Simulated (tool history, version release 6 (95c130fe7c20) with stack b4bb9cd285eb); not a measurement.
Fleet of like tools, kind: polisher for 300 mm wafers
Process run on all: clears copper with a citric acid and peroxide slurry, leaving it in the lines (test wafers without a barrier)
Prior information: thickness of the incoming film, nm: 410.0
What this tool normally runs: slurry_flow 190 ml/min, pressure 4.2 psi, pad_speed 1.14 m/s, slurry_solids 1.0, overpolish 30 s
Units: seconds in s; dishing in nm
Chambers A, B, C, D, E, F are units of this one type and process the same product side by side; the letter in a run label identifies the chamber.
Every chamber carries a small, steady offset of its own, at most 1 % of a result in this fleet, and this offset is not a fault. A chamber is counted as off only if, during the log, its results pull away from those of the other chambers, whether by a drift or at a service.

run    day  slurry_flow  pressure  pad_speed  slurry_solids  overpolish  seconds  dishing
 1E  0.154          190       4.2       1.14            1.0          30   135.78   52.220
 2B  0.362          190       4.2       1.14            1.0          30   136.32   52.434
 3A  0.471          190       4.2       1.14            1.0          30   136.33   51.218
 4C  0.596          190       4.2       1.14            1.0          30   136.85   51.480
     0.646  -- chamber E: worn pad replaced by a new one
     0.750  -- chamber F: worn pad replaced by a new one
 5F  0.754          190       5.1       1.14            1.0          20   112.98   45.886
 6D  0.938          190       5.1       1.14            1.0          20   112.99   45.206
 7A  1.058          190       5.1       1.14            1.0          20   109.70   45.732
     1.129  -- chamber D: worn pad replaced by a new one
 8E  1.167          190       5.1       1.14            1.0          20   111.74   46.541
 9D  1.288          190       5.1       1.14            1.0          20   112.92   45.622
10F  1.492          190       5.1       1.14            1.0          20   111.31   43.994
11B  1.700          235       4.2       1.14            0.8          30   139.27   53.955
12C  1.929          235       4.2       1.14            0.8          30   139.98   52.561
13F  2.138          235       4.2       1.14            0.8          30   140.37   54.828
14E  2.375          235       4.2       1.14            0.8          30   137.57   53.810
     2.496  -- chamber A: worn pad replaced by a new one
15B  2.554          235       4.2       1.14            0.8          30   140.82   52.689
16C  2.758          235       4.2       1.14            0.8          30   140.77   51.266
17A  2.921          190       4.2       1.14            1.0          30   134.77   56.527
18D  3.104          190       4.2       1.14            1.0          30   137.51   55.358
19E  3.217          190       3.6       1.44            1.0          30   125.71   54.819
     3.221  -- chamber D: slurry blender recalibrated
     3.229  -- chamber E: slurry blender recalibrated
     3.421  -- chamber B: worn pad replaced by a new one
20A  3.442          190       3.6       1.44            1.0          30   126.60   54.048
21F  3.625          190       3.6       1.44            1.0          30   125.48   55.011
22C  3.862          190       3.6       1.44            1.0          30   126.43   55.393
23B  3.988          190       3.6       1.44            1.0          30   125.33   53.844
24D  4.150          190       3.6       1.44            1.0          30   126.66   55.446
     4.192  -- chamber E: worn pad replaced by a new one
     4.225  -- chamber C: worn pad replaced by a new one
25B  4.304          190       4.2       1.14            1.0          30   135.77   52.961
26C  4.483          190       4.2       1.28            1.0          30   122.98   57.046
27D  4.604          190       4.2       1.28            1.0          30   122.82   58.122
     4.617  -- chamber A: slurry blender recalibrated
28E  4.783          190       4.2       1.28            1.0          30   120.30   57.918
     4.804  -- chamber F: worn pad replaced by a new one
29A  4.938          190       4.2       1.28            1.0          30   120.72   58.796
30F  5.125          190       4.2       1.28            1.0          30   119.97   56.546
31F  5.346          190       4.2       1.28            1.0          30   122.66   59.094
32D  5.508          190       4.2       1.14            1.0          30   137.70   54.519
33A  5.625          190       4.2       1.14            1.0          30   133.83   52.233
34C  5.779          190       4.2       1.14            1.0          30   136.96   54.664
35B  5.971          190       4.2       1.14            1.0          30   137.34   53.485
36E  6.162          190       4.2       1.14            1.2          30   130.50   56.434

Which is it: a chamber that has drifted or been left off by a service, a gauge drift common to all chambers, or only each chamber's usual small offset? If a chamber is off, name it and its likeliest cause.

Neither any chamber nor the gauge drifts; the chambers differ only by their own small, steady offsets.

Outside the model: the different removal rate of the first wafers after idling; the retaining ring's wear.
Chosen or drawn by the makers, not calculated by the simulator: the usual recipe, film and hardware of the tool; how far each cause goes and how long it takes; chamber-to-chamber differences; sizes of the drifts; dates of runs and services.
